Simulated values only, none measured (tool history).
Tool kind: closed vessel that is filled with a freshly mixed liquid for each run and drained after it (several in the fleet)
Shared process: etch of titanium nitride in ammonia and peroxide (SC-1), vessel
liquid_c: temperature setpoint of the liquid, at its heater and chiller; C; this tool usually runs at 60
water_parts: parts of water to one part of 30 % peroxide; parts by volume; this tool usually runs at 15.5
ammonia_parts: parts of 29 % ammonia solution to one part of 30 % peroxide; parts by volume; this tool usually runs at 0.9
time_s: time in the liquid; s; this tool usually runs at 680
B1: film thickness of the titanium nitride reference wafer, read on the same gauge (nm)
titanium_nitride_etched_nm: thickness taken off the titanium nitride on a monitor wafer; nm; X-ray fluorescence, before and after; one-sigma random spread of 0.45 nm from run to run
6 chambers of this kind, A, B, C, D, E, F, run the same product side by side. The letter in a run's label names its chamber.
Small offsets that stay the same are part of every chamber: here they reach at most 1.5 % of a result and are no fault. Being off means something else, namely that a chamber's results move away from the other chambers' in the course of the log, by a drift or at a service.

Run 1D, hour 5.3: usual settings; B1 120.01. Result: titanium_nitride_etched_nm 53.065 nm.
Run 2F, hour 8.2: usual settings; B1 119.99. Result: titanium_nitride_etched_nm 52.779 nm.
Run 3E, hour 13.7: usual settings; B1 120. Result: titanium_nitride_etched_nm 51.816 nm.
Run 4C, hour 19: usual settings; B1 120. Result: titanium_nitride_etched_nm 52.078 nm.
Run 5A, hour 23.2: usual settings; B1 119.98. Result: titanium_nitride_etched_nm 51.838 nm.
Run 6B, hour 28: usual settings; B1 120.01. Result: titanium_nitride_etched_nm 52.401 nm.
Run 7A, hour 31.7: usual settings; B1 119.98. Result: titanium_nitride_etched_nm 52.033 nm.
Run 8E, hour 36.1: usual settings; B1 119.98. Result: titanium_nitride_etched_nm 51.677 nm.
Run 9B, hour 38.7: usual settings; B1 120.01. Result: titanium_nitride_etched_nm 52.384 nm.
Run 10C, hour 41.6: usual settings; B1 119.99. Result: titanium_nitride_etched_nm 52.701 nm.
Run 11F, hour 45.4: usual settings; B1 119.98. Result: titanium_nitride_etched_nm 52.986 nm.
Run 12D, hour 48.6: usual settings; B1 120. Result: titanium_nitride_etched_nm 52.867 nm.
Run 13F, hour 51.6: usual settings; B1 119.99. Result: titanium_nitride_etched_nm 52.611 nm.
At hour 54.4: chamber F: thermometer replaced.
Run 14E, hour 56.2: usual settings; B1 119.97. Result: titanium_nitride_etched_nm 52.698 nm.
Run 15A, hour 58.9: usual settings; B1 119.99. Result: titanium_nitride_etched_nm 52.007 nm.
Run 16D, hour 64.4: usual settings but water_parts 11.5 parts by volume; B1 119.98. Result: titanium_nitride_etched_nm 62.667 nm.
Run 17C, hour 69: usual settings but water_parts 11.5 parts by volume; B1 119.98. Result: titanium_nitride_etched_nm 61.257 nm.
Run 18B, hour 72: usual settings but water_parts 11.5 parts by volume; B1 120.01. Result: titanium_nitride_etched_nm 62.835 nm.
Run 19B, hour 75: usual settings but water_parts 11.5 parts by volume; B1 119.99. Result: titanium_nitride_etched_nm 63.582 nm.
Run 20D, hour 77.9: usual settings but water_parts 11.5 parts by volume; B1 120.01. Result: titanium_nitride_etched_nm 60.928 nm.
Run 21E, hour 82.5: usual settings but water_parts 11.5 parts by volume; B1 119.99. Result: titanium_nitride_etched_nm 61.542 nm.
At hour 86.6: chamber E: new drum of ammonia solution connected.
Run 22A, hour 87.3: usual settings; B1 119.99. Result: titanium_nitride_etched_nm 51.642 nm.
Run 23F, hour 90.4: usual settings; B1 120.02. Result: titanium_nitride_etched_nm 52.753 nm.
Run 24C, hour 95.3: usual settings; B1 119.99. Result: titanium_nitride_etched_nm 52.876 nm.
Run 25E, hour 97.9: usual settings; B1 120.02. Result: titanium_nitride_etched_nm 53.157 nm.
Run 26A, hour 100.6: usual settings; B1 120. Result: titanium_nitride_etched_nm 52.185 nm.
Run 27C, hour 106.2: usual settings; B1 120.01. Result: titanium_nitride_etched_nm 52.278 nm.
At hour 109.9: chamber F: new drum of ammonia solution connected.
Run 28F, hour 110.5: usual settings; B1 119.99. Result: titanium_nitride_etched_nm 53.022 nm.
Run 29D, hour 114.9: usual settings; B1 119.99. Result: titanium_nitride_etched_nm 52.436 nm.
Run 30B, hour 118.6: usual settings; B1 119.98. Result: titanium_nitride_etched_nm 54.98 nm.
Run 31D, hour 123.5: usual settings; B1 119.98. Result: titanium_nitride_etched_nm 52.427 nm.
At hour 123.8: chamber D: new drum of ammonia solution connected.
Run 32C, hour 128.4: usual settings but water_parts 19.5 parts by volume, time_s 935 s; B1 120.01. Result: titanium_nitride_etched_nm 63.277 nm.
Run 33E, hour 133.9: usual settings but water_parts 19.5 parts by volume, time_s 935 s; B1 120. Result: titanium_nitride_etched_nm 64.255 nm.
Run 34F, hour 138.6: usual settings but water_parts 19.5 parts by volume, time_s 935 s; B1 119.99. Result: titanium_nitride_etched_nm 63.871 nm.
Run 35B, hour 141.2: usual settings but water_parts 19.5 parts by volume, time_s 935 s; B1 119.99. Result: titanium_nitride_etched_nm 68.215 nm.
Run 36A, hour 146.1: usual settings but water_parts 19.5 parts by volume, time_s 935 s; B1 119.99. Result: titanium_nitride_etched_nm 63.724 nm.
Run 37B, hour 148.6: usual settings but water_parts 19.5 parts by volume, time_s 935 s; B1 120. Result: titanium_nitride_etched_nm 68.845 nm.
At hour 149.8: chamber A: new drum of ammonia solution connected.
Run 38C, hour 151.8: usual settings; B1 120.01. Result: titanium_nitride_etched_nm 52.529 nm.
Run 39A, hour 155.1: usual settings; B1 119.99. Result: titanium_nitride_etched_nm 51.854 nm.
Run 40D, hour 159.3: usual settings; B1 119.98. Result: titanium_nitride_etched_nm 52.139 nm.
Run 41F, hour 164.5: usual settings; B1 120. Result: titanium_nitride_etched_nm 52.705 nm.
Run 42E, hour 167.1: usual settings; B1 120.02. Result: titanium_nitride_etched_nm 53.187 nm.
Run 43C, hour 171.2: usual settings; B1 119.99. Result: titanium_nitride_etched_nm 52.015 nm.
Run 44E, hour 175.8: usual settings; B1 119.99. Result: titanium_nitride_etched_nm 52.737 nm.

Next, all 6 chambers run the settings below, one line each with question marks for the results. What does each chamber give?
Run 45A, hour 179.7: usual settings but water_parts 22.5 parts by volume. Result: titanium_nitride_etched_nm ?.
Run 45B, hour 179.7: usual settings but water_parts 22.5 parts by volume. Result: titanium_nitride_etched_nm ?.
Run 45C, hour 179.7: usual settings but water_parts 22.5 parts by volume. Result: titanium_nitride_etched_nm ?.
Run 45D, hour 179.7: usual settings but water_parts 22.5 parts by volume. Result: titanium_nitride_etched_nm ?.
Run 45E, hour 179.7: usual settings but water_parts 22.5 parts by volume. Result: titanium_nitride_etched_nm ?.
Run 45F, hour 179.7: usual settings but water_parts 22.5 parts by volume. Result: titanium_nitride_etched_nm ?.

run  titanium_nitride_etched_nm
45A                      42.479
45B                      46.851
45C                      42.348
45D                      43.767
45E                      43.506
45F                      43.585
